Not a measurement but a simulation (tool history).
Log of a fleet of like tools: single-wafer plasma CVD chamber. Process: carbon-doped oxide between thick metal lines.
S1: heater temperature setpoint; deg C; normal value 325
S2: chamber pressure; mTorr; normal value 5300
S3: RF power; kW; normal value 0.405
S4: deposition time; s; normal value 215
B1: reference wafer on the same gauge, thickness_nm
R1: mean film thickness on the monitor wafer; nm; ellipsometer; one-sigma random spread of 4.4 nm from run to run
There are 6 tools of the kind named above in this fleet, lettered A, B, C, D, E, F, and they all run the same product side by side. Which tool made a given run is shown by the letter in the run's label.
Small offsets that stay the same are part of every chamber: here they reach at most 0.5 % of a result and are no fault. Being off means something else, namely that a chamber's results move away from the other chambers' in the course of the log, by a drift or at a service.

Run 1F, hour 5.3: usual settings; B1 1130.3. Result: R1 1017.6 nm.
Run 2B, hour 10.2: usual settings; B1 1129.2. Result: R1 1012.6 nm.
At hour 10.3: chamber F: thermocouple changed; heater temperature recalibrated.
Run 3C, hour 16.2: usual settings; B1 1130.6. Result: R1 1014.2 nm.
Run 4D, hour 21.6: usual settings; B1 1129.4. Result: R1 1020.7 nm.
Run 5A, hour 25.2: usual settings; B1 1129.1. Result: R1 1018.1 nm.
Run 6E, hour 30.9: usual settings but S3 0.35 kW; B1 1130. Result: R1 919.95 nm.
Run 7C, hour 35: usual settings but S3 0.35 kW; B1 1130.2. Result: R1 903.24 nm.
Run 8D, hour 41.2: usual settings but S3 0.35 kW; B1 1129.9. Result: R1 907.77 nm.
Run 9F, hour 46: usual settings but S3 0.35 kW; B1 1129.4. Result: R1 911.55 nm.
Run 10B, hour 50.2: usual settings but S3 0.35 kW; B1 1129.6. Result: R1 915.66 nm.
Run 11E, hour 56.5: usual settings but S3 0.35 kW; B1 1129.4. Result: R1 918.25 nm.
Run 12A, hour 60.2: usual settings but S2 6210 mTorr, S3 0.45 kW; B1 1131.1. Result: R1 1120.4 nm.
Run 13E, hour 64.9: usual settings but S2 6210 mTorr, S3 0.45 kW; B1 1129.9. Result: R1 1114.1 nm.
Run 14B, hour 71.3: usual settings but S2 6210 mTorr, S3 0.45 kW; B1 1128.8. Result: R1 1104.4 nm.
Run 15C, hour 77.9: usual settings but S2 6210 mTorr, S3 0.45 kW; B1 1130. Result: R1 1112.1 nm.
Run 16D, hour 82.5: usual settings but S2 6210 mTorr, S3 0.45 kW; B1 1129.9. Result: R1 1119.4 nm.
Run 17F, hour 86.7: usual settings but S2 6210 mTorr, S3 0.45 kW; B1 1129.9. Result: R1 1120.4 nm.
Run 18A, hour 90.9: usual settings; B1 1130.5. Result: R1 1013.9 nm.
Run 19C, hour 97.4: usual settings but S3 0.47 kW; B1 1129.7. Result: R1 1121.9 nm.
Run 20D, hour 101.6: usual settings but S3 0.47 kW; B1 1130.5. Result: R1 1135.1 nm.
Run 21A, hour 107.6: usual settings but S3 0.47 kW; B1 1129.4. Result: R1 1124.8 nm.
Run 22B, hour 114.8: usual settings but S3 0.47 kW; B1 1128.3. Result: R1 1122.1 nm.
Run 23F, hour 121.6: usual settings but S3 0.47 kW; B1 1130.6. Result: R1 1128.4 nm.
Run 24E, hour 128.7: usual settings but S3 0.47 kW; B1 1131.8. Result: R1 1115.3 nm.
Run 25B, hour 133: usual settings; B1 1131.5. Result: R1 1019.9 nm.
Run 26C, hour 137.2: usual settings; B1 1129.4. Result: R1 1007.1 nm.
Run 27A, hour 144.2: usual settings; B1 1130.6. Result: R1 1023.4 nm.
Run 28D, hour 148.1: usual settings but S3 0.33 kW; B1 1130.9. Result: R1 873.29 nm.
Run 29F, hour 151.8: usual settings but S3 0.33 kW; B1 1130. Result: R1 870.21 nm.
Run 30E, hour 158.8: usual settings but S3 0.33 kW; B1 1130.4. Result: R1 861.17 nm.
Run 31F, hour 162.2: usual settings but S3 0.33 kW; B1 1129.2. Result: R1 866.89 nm.
Run 32B, hour 167.7: usual settings but S3 0.33 kW; B1 1130.2. Result: R1 870.99 nm.
Run 33C, hour 173.8: usual settings but S3 0.33 kW; B1 1129.4. Result: R1 865.5 nm.
Run 34A, hour 179.5: usual settings; B1 1130.9. Result: R1 1025.4 nm.
Run 35E, hour 183.7: usual settings; B1 1129.1. Result: R1 999.93 nm.
Run 36D, hour 190.3: usual settings; B1 1128.7. Result: R1 1023.7 nm.
Run 37F, hour 193.7: usual settings; B1 1129. Result: R1 1021.7 nm.
Run 38E, hour 199.8: usual settings; B1 1128.7. Result: R1 989.11 nm.
Run 39D, hour 206.2: usual settings; B1 1130. Result: R1 1015.1 nm.
Run 40C, hour 210.1: usual settings; B1 1130.5. Result: R1 1018.1 nm.
Run 41A, hour 215.4: usual settings; B1 1128.7. Result: R1 1016.7 nm.
Run 42B, hour 221.6: usual settings; B1 1129.8. Result: R1 1013.7 nm.
Run 43C, hour 227.7: usual settings; B1 1130.1. Result: R1 1009.8 nm.
Run 44B, hour 233.7: usual settings; B1 1130. Result: R1 1011.8 nm.

Is one chamber out of step, is the gauge drifting, or do the chambers differ by no more than their own small offsets? For an off chamber, give its letter and the likeliest cause.

One chamber, E, drifts off from the rest bit by bit.
Cause: delivered RF power below the setpoint (%) = 5.05.

Chamber E could run next with any of the 4 candidate recipes listed below; each alters the usual settings, and their results appear as question marks. Which one brings its results back in line with what the other chambers deliver on the usual settings?
In line here means within this much of the mean the other chambers give on the usual settings: R1 15 nm
Run 45E-1, hour 238.9: usual settings but S2 5430 mTorr, S3 0.435 kW. Result: R1 ?.
Run 45E-2, hour 238.9: usual settings but S2 5250 mTorr, S3 0.395 kW, S4 207 s. Result: R1 ?.
Run 45E-3, hour 238.9: usual settings but S3 0.42 kW. Result: R1 ?.
Run 45E-4, hour 238.9: usual settings but S1 331 deg C, S2 4900 mTorr. Result: R1 ?.

Usual-settings mean across the other chambers: R1 1016.1 nm
  run      R1
45E-1  1040.4
45E-2  929.11
45E-3  1010.6
45E-4  953.69
Change 45E-3 lands the chamber within the allowed miss of the other chambers.
